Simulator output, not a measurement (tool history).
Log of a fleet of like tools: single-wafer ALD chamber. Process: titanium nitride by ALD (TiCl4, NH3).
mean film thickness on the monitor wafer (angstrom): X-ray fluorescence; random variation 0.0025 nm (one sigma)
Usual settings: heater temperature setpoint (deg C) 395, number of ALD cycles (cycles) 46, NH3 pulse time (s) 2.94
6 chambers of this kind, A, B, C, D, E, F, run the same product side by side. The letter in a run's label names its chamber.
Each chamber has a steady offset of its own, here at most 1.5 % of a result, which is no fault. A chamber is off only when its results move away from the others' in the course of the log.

run	hour	heater temperature setpoint (deg C)	number of ALD cycles (cycles)	NH3 pulse time (s)	read-back reference wafer on the same gauge, thickness_nm	mean film thickness on the monitor wafer (angstrom)
1E	15.1	395	46	2.94	1.1799	10.2870
2B	25.0	395	46	2.94	1.1806	10.2920
3F	40.0	395	46	2.94	1.1806	10.1880
4D	50.6	395	46	2.94	1.1803	10.1260
5A	60.8	395	46	2.94	1.1799	10.2870
6C	71.4	395	46	2.94	1.1795	10.2390
7C	79.4	395	46	2.94	1.1800	10.2190
8A	93.5	395	46	2.94	1.1798	10.2590
9B	105.4	395	46	2.94	1.1795	10.3290
10F	112.1	395	46	2.94	1.1801	10.2060
11D	125.2	395	46	2.94	1.1808	10.1390
12E	137.4	395	46	2.94	1.1806	10.2900
13E	151.6	395	46	2.94	1.1794	10.2760
14F	162.2	395	46	2.94	1.1805	10.2000
15B	171.6	395	46	2.94	1.1799	10.2420
16C	185.2	395	46	3.53	1.1798	10.3650
17A	197.9	395	46	3.53	1.1797	10.3780
18D	212.1	395	46	3.53	1.1799	10.2580
19D	227.1	395	46	3.53	1.1802	10.2250
20A	235.4	395	46	3.53	1.1794	10.3670
21F	247.0	395	46	3.53	1.1799	10.2460
22B	254.3	395	46	2.94	1.1802	10.3600
23E	267.9	386	39	2.94	1.1798	8.6854
24C	278.2	386	39	2.94	1.1797	8.6160
25F	286.0	386	39	2.94	1.1796	8.5874
26D	297.5	386	39	2.94	1.1803	8.5590
27C	311.2	386	39	2.94	1.1800	8.6040
28B	319.7	386	39	2.94	1.1805	8.6895
29E	326.9	395	46	2.94	1.1805	10.2830
30A	339.3	395	46	2.94	1.1798	10.2970
# hour 349.7: chamber E: thermocouple changed; heater temperature recalibrated
31A	352.6	402	39	2.94	1.1796	8.7799
32B	366.4	402	39	2.94	1.1801	8.7426
# hour 374.8: chamber F: thermocouple changed; heater temperature recalibrated
33C	381.8	402	39	2.94	1.1798	8.7039
34D	395.9	402	39	2.94	1.1801	8.6282
35F	410.1	402	39	2.94	1.1807	8.7185
36E	416.8	402	39	2.94	1.1795	8.7942

What goes on in this fleet: one chamber off, a drifting gauge, or nothing beyond the chambers' own small offsets? Name the chamber and the cause, if any.

No chamber stands off beyond its own small offset, and the gauge holds steady.

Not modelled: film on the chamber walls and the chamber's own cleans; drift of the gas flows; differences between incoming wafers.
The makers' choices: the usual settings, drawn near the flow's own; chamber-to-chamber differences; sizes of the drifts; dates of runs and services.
